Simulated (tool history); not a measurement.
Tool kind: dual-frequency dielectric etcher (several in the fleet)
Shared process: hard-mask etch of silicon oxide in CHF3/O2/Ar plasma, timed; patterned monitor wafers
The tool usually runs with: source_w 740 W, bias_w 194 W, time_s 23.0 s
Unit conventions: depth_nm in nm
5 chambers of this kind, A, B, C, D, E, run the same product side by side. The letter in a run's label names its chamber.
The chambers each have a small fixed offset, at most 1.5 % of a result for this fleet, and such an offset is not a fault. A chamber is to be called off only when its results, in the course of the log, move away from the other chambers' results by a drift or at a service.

run,hour,source_w,bias_w,time_s,hours since the last wet clean,hours since the last source power generator calibration,hours since the last bias power generator calibration,"read-back reference wafer on the same gauge, depth_nm",depth_nm
1B,5.2,740,194,23.0,329.9,1636.4,3340.6,59.224,50.043
2D,9.3,740,194,23.0,148.2,219.2,184.2,59.146,50.648
3C,16.5,740,194,23.0,392.2,1464.1,1083.3,59.240,49.738
4E,24.3,740,194,23.0,287.9,1656.9,1354.3,59.240,49.919
5A,30.9,740,194,23.0,495.3,1886.0,1546.5,59.243,49.676
6C,36.5,740,194,23.0,412.2,1484.1,1103.3,59.217,49.854
# hour 42.0: chamber A: wet clean of the chamber
7A,42.4,740,194,23.0,0.5,1897.5,1558.0,59.175,50.168
8E,51.1,740,167,19.5,314.7,1683.7,1381.1,59.181,40.294
# hour 52.6: chamber E: wet clean of the chamber
9D,56.1,740,167,19.5,195.0,266.0,231.0,59.253,40.942
10B,60.2,740,167,19.5,384.9,1691.4,3395.6,59.180,40.524
11E,65.9,740,167,19.5,13.3,1698.5,1395.9,59.194,41.029
12A,70.9,740,167,19.5,29.0,1926.0,1586.5,59.109,40.818
13D,75.6,740,194,23.0,214.5,285.5,250.5,59.252,50.850
14C,82.6,740,194,23.0,458.3,1530.2,1149.4,59.188,50.189
15B,90.2,740,194,23.0,414.9,1721.4,3425.6,59.212,50.375
# hour 91.8: chamber B: wet clean of the chamber
16A,96.6,740,194,23.0,54.7,1951.7,1612.2,59.194,50.435
17C,101.0,740,194,23.0,476.7,1548.6,1167.8,59.197,50.480
18B,110.0,740,194,23.0,18.2,1741.2,3445.4,59.188,50.196
19D,114.5,740,194,23.0,253.4,324.4,289.4,59.180,50.641
20E,121.9,740,194,23.0,69.3,1754.5,1451.9,59.185,50.496
21C,130.9,740,194,23.0,506.6,1578.5,1197.7,59.255,49.898
22E,138.3,740,194,23.0,85.7,1770.9,1468.3,59.198,49.959
# hour 139.5: chamber C: wet clean of the chamber
23D,143.7,740,194,23.0,282.6,353.6,318.6,59.215,50.427
24B,149.2,740,194,23.0,57.4,1780.4,3484.6,59.241,50.162
25A,158.3,740,194,23.0,116.4,2013.4,1673.9,59.220,50.166
26A,167.3,740,194,23.0,125.4,2022.4,1682.9,59.228,50.220
27D,171.3,740,194,23.0,310.2,381.2,346.2,59.209,50.587
28C,176.6,740,194,23.0,37.1,1624.2,1243.4,59.175,50.071
29E,180.7,740,194,23.0,128.1,1813.3,1510.7,59.172,50.423
30B,186.9,740,194,23.0,95.1,1818.1,3522.3,59.205,50.438
31D,196.0,740,194,23.0,334.9,405.9,370.9,59.223,50.558
32A,200.9,740,194,23.0,159.0,2056.0,1716.5,59.184,50.230
33C,209.4,910,177,23.0,69.9,1657.0,1276.2,59.192,52.744
34B,215.2,910,177,23.0,123.4,1846.4,3550.6,59.214,52.962
35E,222.4,910,177,23.0,169.8,1855.0,1552.4,59.153,52.752
36D,229.5,910,177,23.0,368.4,439.4,404.4,59.164,53.245

All 5 chambers run these settings next. Forecast each chamber's results:
37A,236.0,740,194,23.0,,,,,?
37B,236.0,740,194,23.0,,,,,?
37C,236.0,740,194,23.0,,,,,?
37D,236.0,740,194,23.0,,,,,?
37E,236.0,740,194,23.0,,,,,?

run,depth_nm
37A,50.139
37B,50.164
37C,50.085
37D,50.443
37E,49.878
